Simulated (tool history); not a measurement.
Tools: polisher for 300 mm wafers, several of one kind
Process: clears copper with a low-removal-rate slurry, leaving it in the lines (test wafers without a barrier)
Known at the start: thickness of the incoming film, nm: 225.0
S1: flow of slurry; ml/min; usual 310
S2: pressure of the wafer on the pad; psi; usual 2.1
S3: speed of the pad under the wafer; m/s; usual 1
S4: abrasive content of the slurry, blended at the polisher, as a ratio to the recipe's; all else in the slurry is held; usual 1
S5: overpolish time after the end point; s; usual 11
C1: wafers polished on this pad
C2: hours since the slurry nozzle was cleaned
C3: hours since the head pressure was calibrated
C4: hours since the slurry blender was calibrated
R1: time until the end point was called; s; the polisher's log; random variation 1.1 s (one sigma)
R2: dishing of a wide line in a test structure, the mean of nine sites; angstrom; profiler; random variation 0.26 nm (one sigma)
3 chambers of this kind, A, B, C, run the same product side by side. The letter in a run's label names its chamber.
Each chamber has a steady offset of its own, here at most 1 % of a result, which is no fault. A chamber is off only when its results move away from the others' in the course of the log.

run,hour,S1,S2,S3,S4,S5,C1,C2,C3,C4,R1,R2
1B,9.1,310,2.1,1,1,11,289,124.5,221.0,293.4,104.510,171.03
# hour 12.8: chamber C: slurry blender recalibrated
2A,19.7,310,2.1,1,1,11,1068,787.9,1118.0,22.4,107.480,173.35
3C,31.4,310,2.1,1,1,11,896,259.5,448.7,18.6,106.280,169.11
4B,36.7,310,2.1,1,1,11,434,152.1,248.6,321.0,106.810,169.23
# hour 40.9: chamber C: worn pad replaced by a new one
# hour 44.8: chamber A: slurry nozzle cleaned
5C,47.8,310,2.1,1,1,11,36,275.9,465.1,35.0,105.550,169.42
6A,58.8,310,2.1,1,1,11,1272,14.0,1157.1,61.5,107.010,170.17
7C,65.7,275,2.1,1,1,11,129,293.8,483.0,52.9,108.030,171.48
# hour 74.0: chamber A: worn pad replaced by a new one
8A,75.9,275,2.1,1,1,11,10,31.1,1174.2,78.6,108.570,172.23
9B,82.5,275,2.1,1,1,11,673,197.9,294.4,366.8,111.210,170.76
# hour 83.9: chamber A: head pressure recalibrated
10C,94.3,310,2.1,1,1,11,279,322.4,511.6,81.5,107.160,167.24
11B,100.5,310,2.1,1,1,11,767,215.9,312.4,384.8,104.920,171.66
12A,106.6,310,2.1,1,1,11,170,61.8,22.7,109.3,93.996,192.61
13B,112.6,310,2.1,1,1,11,830,228.0,324.5,396.9,105.380,174.76
14A,120.9,310,2.1,1,1,11,245,76.1,37.0,123.6,95.129,189.99
# hour 122.6: chamber B: head pressure recalibrated
15C,131.9,310,2.1,1,1,11,475,360.0,549.2,119.1,105.610,174.65
# hour 137.3: chamber C: slurry blender recalibrated
16C,140.7,310,2.1,1,1,11,521,368.8,558.0,3.4,105.460,175.93
17B,148.3,310,2.1,1,1,11,1017,263.7,25.7,432.6,108.030,168.34
18A,157.3,310,2.1,1,1,11,435,112.5,73.4,160.0,94.750,189.48
19A,167.4,310,2.1,1,1,11,488,122.6,83.5,170.1,96.208,192.14
20B,174.4,310,2.1,1,1,11,1153,289.8,51.8,458.7,106.360,174.61

All 3 chambers run these settings next. Forecast each chamber's results:
21A,182.8,310,2.1,1,1,11,,,,,?,?
21B,182.8,310,2.1,1,1,11,,,,,?,?
21C,182.8,310,2.1,1,1,11,,,,,?,?

run,R1,R2
21A,94.864,191.77
21B,107.720,172.20
21C,107.000,173.31
